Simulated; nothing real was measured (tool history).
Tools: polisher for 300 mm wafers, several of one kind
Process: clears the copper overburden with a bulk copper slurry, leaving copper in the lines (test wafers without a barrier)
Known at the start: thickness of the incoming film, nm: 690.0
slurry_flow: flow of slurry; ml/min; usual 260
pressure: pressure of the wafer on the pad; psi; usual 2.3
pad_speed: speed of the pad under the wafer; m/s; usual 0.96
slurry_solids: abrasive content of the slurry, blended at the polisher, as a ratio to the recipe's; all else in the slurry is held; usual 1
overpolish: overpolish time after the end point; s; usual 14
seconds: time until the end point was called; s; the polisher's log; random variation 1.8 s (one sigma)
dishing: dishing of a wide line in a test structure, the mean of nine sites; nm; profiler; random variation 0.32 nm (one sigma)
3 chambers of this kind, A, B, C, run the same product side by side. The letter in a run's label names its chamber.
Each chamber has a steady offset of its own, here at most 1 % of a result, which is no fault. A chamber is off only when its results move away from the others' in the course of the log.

run,hour,slurry_flow,pressure,pad_speed,slurry_solids,overpolish,seconds,dishing
1B,6.8,260,2.3,0.96,1,14,102.04,22.556
# hour 7.7: chamber A: worn pad replaced by a new one
2A,14.8,260,2.3,0.96,1,14,103.69,22.613
3C,25,260,2.3,0.96,1,14,104.99,23.217
4A,32.2,260,2.3,0.96,1,14,103.85,22.588
# hour 36: chamber A: slurry blender recalibrated
5B,43,260,2.3,0.96,1,14,102,22.704
6C,50.1,260,2.3,0.96,1,14,101.37,23.308
7A,61.2,260,2.3,0.96,1,14,100.84,22.73
8B,69.7,260,2.3,0.96,1,16,104.07,23.703
9C,74.8,260,2.3,0.96,1,16,104.45,23.041
# hour 75.4: chamber C: worn pad replaced by a new one
# hour 83.2: chamber B: worn pad replaced by a new one
10C,84.4,260,2.3,0.96,1,16,100.66,22.974
11B,93.7,260,2.3,0.96,1,14,103.27,22.925
12A,99.4,260,2.3,0.96,1,14,102.21,22.073
13C,110.1,260,2.3,0.96,1,14,103.5,23.024
14A,117.9,260,2.3,0.96,1,14,103.83,22.951
15B,124.5,260,2.3,0.96,1,14,104.46,23.099
16B,134.1,260,2.3,0.96,1,14,103.71,23.068
# hour 137.8: chamber C: worn pad replaced by a new one
17A,142.6,260,2.3,0.96,1,14,103.36,22.552
18C,150.5,260,2.3,0.96,1,14,100.25,23.522
19B,155.8,260,1.6,1.14,1,14,122.37,22.693
20A,162.5,260,1.6,1.14,1,14,123,21.577
# hour 165.7: chamber A: worn pad replaced by a new one
21C,172.2,260,1.6,1.14,1,14,119.4,21.562
22B,179.9,260,2.3,0.96,1,14,106.44,22.898
# hour 188.5: chamber C: slurry blender recalibrated
23C,188.6,260,2.3,0.96,1,8,102.66,19.711
# hour 196.2: chamber C: worn pad replaced by a new one
24A,196.5,260,2.3,0.96,1,8,101.66,19.895
# hour 202.3: chamber B: worn pad replaced by a new one
25C,204.5,260,2.3,0.96,1,8,96.419,20.349
26B,214.8,260,2.3,0.96,1,14,103.49,23.329
27A,225,260,2.3,0.96,1,14,103.31,22.901
# hour 231: chamber B: slurry blender recalibrated
28C,231.5,260,2.3,0.96,1,14,94.663,23.004
29B,237.5,260,2.3,0.96,1,14,99.472,23.01
30A,242.9,260,2.3,0.96,1,14,103.67,23.039
31C,249.3,260,2.3,0.96,1,14,98.171,23.381
# hour 249.9: chamber A: slurry blender recalibrated
32A,260,260,2.3,0.68,1,14,144.88,21.066
33B,269.1,260,2.3,0.68,1,14,141.76,21.992
# hour 271.9: chamber C: worn pad replaced by a new one
34A,277,260,2.3,0.68,1,14,145.8,21.213
# hour 277.3: chamber C: slurry nozzle cleaned
# hour 279.4: chamber B: slurry nozzle cleaned
35B,287,260,2.3,0.96,1,14,102.16,23.214
36C,293,260,2.3,0.96,1,14,89.545,23.192
# hour 295.3: chamber B: worn pad replaced by a new one
37A,304.3,260,2.3,0.96,1,14,100.89,22.476
38C,315.2,260,2.3,0.96,1,14,94.524,23.917
39B,325.4,260,2.3,0.96,1,14,100.66,23.405
40B,331.7,260,2.3,0.96,1,14,106.06,23.012
# hour 337.4: chamber C: worn pad replaced by a new one
41C,339.9,260,2.3,0.96,1,14,90.962,23.347

What goes on in this fleet: one chamber off, a drifting gauge, or nothing beyond the chambers' own small offsets? Name the chamber and the cause, if any.

Chamber C drifts away from the others.
Cause: head's pressure above its setpoint, % = 12.3.

Here are 4 candidates for chamber C's next run, each the usual settings with a change, their results left as question marks. Which one brings its results back in line with what the others give on the usual settings?
In line means no further than this from the other chambers' mean on the usual settings: seconds 6.4 s; dishing 1.1 nm
42C-1,348,260,2.2,0.9,1,14,?,?
42C-2,348,255,2.1,0.84,1,16,?,?
42C-3,348,260,2.4,1.02,1,14,?,?
42C-4,348,265,2.6,1.08,1,14,?,?

The other chambers' mean on the usual settings: seconds 102.75 s; dishing 23.005 nm
run,seconds,dishing
42C-1,102.27,23.049
42C-2,114.98,23.041
42C-3,82.766,23.71
42C-4,71.994,24.038
42C-1 brings the chamber back in line.

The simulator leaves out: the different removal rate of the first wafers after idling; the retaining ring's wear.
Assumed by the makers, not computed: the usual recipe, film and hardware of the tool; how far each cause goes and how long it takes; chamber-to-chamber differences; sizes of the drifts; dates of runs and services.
